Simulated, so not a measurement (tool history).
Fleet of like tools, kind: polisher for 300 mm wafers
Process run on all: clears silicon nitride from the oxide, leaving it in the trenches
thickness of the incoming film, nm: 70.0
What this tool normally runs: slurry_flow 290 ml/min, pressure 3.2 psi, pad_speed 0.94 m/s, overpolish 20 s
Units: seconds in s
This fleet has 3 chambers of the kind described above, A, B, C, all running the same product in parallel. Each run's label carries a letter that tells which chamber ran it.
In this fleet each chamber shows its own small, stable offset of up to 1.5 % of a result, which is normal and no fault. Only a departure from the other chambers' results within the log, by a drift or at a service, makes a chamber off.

run   hour  slurry_flow  pressure  pad_speed  overpolish  seconds
       8.4  -- chamber B: head pressure recalibrated
 1B   11.4          290       3.2       0.94          20   61.426
      15.7  -- chamber A: worn pad replaced by a new one
      16.3  -- chamber B: slurry nozzle cleaned
 2A   24.8          290       3.2       0.94          20   63.907
 3C   34.6          290       3.2       0.94          20   61.658
 4A   41.8          290       3.2       0.94          20   63.687
 5B   48.2          290       3.2       0.94          20   61.723
 6C   62.5          290       3.2       0.94          20   63.283
      67.4  -- chamber B: worn pad replaced by a new one
 7A   70.0          290       3.2       0.94          20   63.123
 8C   84.4          290       3.2       0.94          20   62.817
      84.6  -- chamber A: worn pad replaced by a new one
 9B   95.5          290       3.2       0.94          20   62.274
10B  108.8          290       3.2       0.94          20   61.723
11C  116.4          290       3.2       0.94          20   62.096
12A  124.1          290       3.2       0.94          20   62.740
13C  131.1          290       3.2       0.94          20   62.942
     131.5  -- chamber B: worn pad replaced by a new one
14A  139.9          290       3.2       0.94          20   62.468
15B  149.5          290       3.2       0.94          20   62.391
     157.2  -- chamber A: worn pad replaced by a new one
16C  157.3          290       3.2       0.94          20   62.817
17B  171.8          290       2.5       0.94          20   79.165
18A  179.1          290       2.5       0.94          20   81.520
19C  191.1          290       2.5       0.94          20   83.131
     191.3  -- chamber A: slurry nozzle cleaned
20A  201.0          290       3.2       0.94          20   63.615
     203.5  -- chamber B: worn pad replaced by a new one
21B  214.7          290       3.2       0.94          20   62.840
22C  224.9          290       4.1       0.94          20   50.760
23B  232.5          290       4.1       0.94          20   48.012
     233.0  -- chamber A: worn pad replaced by a new one
24A  244.9          290       4.1       0.94          20   49.893
     247.8  -- chamber A: head pressure recalibrated
25B  252.5          290       3.2       0.94          20   63.098
26C  258.8          290       3.2       0.94          20   66.554
27A  272.7          290       3.2       0.94          20   62.502
     276.9  -- chamber B: worn pad replaced by a new one
28C  283.4          290       3.2       0.94          20   65.711
29B  294.3          290       3.2       0.94          20   62.873
     299.6  -- chamber A: worn pad replaced by a new one
30A  302.7          290       3.2       0.94          20   63.457
31B  316.1          290       3.2       0.94          20   62.458
32A  330.1          290       3.2       0.94          20   64.281
33C  339.3          325       3.2       0.94          12   68.146
     345.2  -- chamber B: worn pad replaced by a new one
     347.6  -- chamber B: slurry nozzle cleaned
34C  347.6          325       3.2       0.94          12   67.661
35A  360.0          325       3.2       0.94          12   62.391
36B  366.3          290       3.2       0.94          20   61.376

What goes on in this fleet: one chamber off, a drifting gauge, or nothing beyond the chambers' own small offsets? Name the chamber and the cause, if any.

It is chamber C that slowly wanders off from its peers.
What lies behind it: removal rate lost through wear of the pad, % = 8.89.
Not necessarily distinguishable in this log from: head's pressure below its setpoint, %.

Here are 4 candidates for chamber C's next run, each the usual settings with a change, their results left as question marks. Which one brings its results back in line with what the others give on the usual settings?
Allowed miss from the other chambers' usual-settings mean, per result, to count as in line: seconds 1.900 s
37C-1  376.7          290       3.4       0.98          20        ?
37C-2  376.7          290       3.2       0.96          20        ?
37C-3  376.7          290       3.1       0.94          20        ?
37C-4  376.7          290       3.2       0.86          20        ?

Usual-settings mean across the other chambers: seconds 62.686 s
  run  seconds
37C-1   61.923
37C-2   67.229
37C-3   70.915
37C-4   75.086
37C-1 puts the chamber back in line with the other chambers.

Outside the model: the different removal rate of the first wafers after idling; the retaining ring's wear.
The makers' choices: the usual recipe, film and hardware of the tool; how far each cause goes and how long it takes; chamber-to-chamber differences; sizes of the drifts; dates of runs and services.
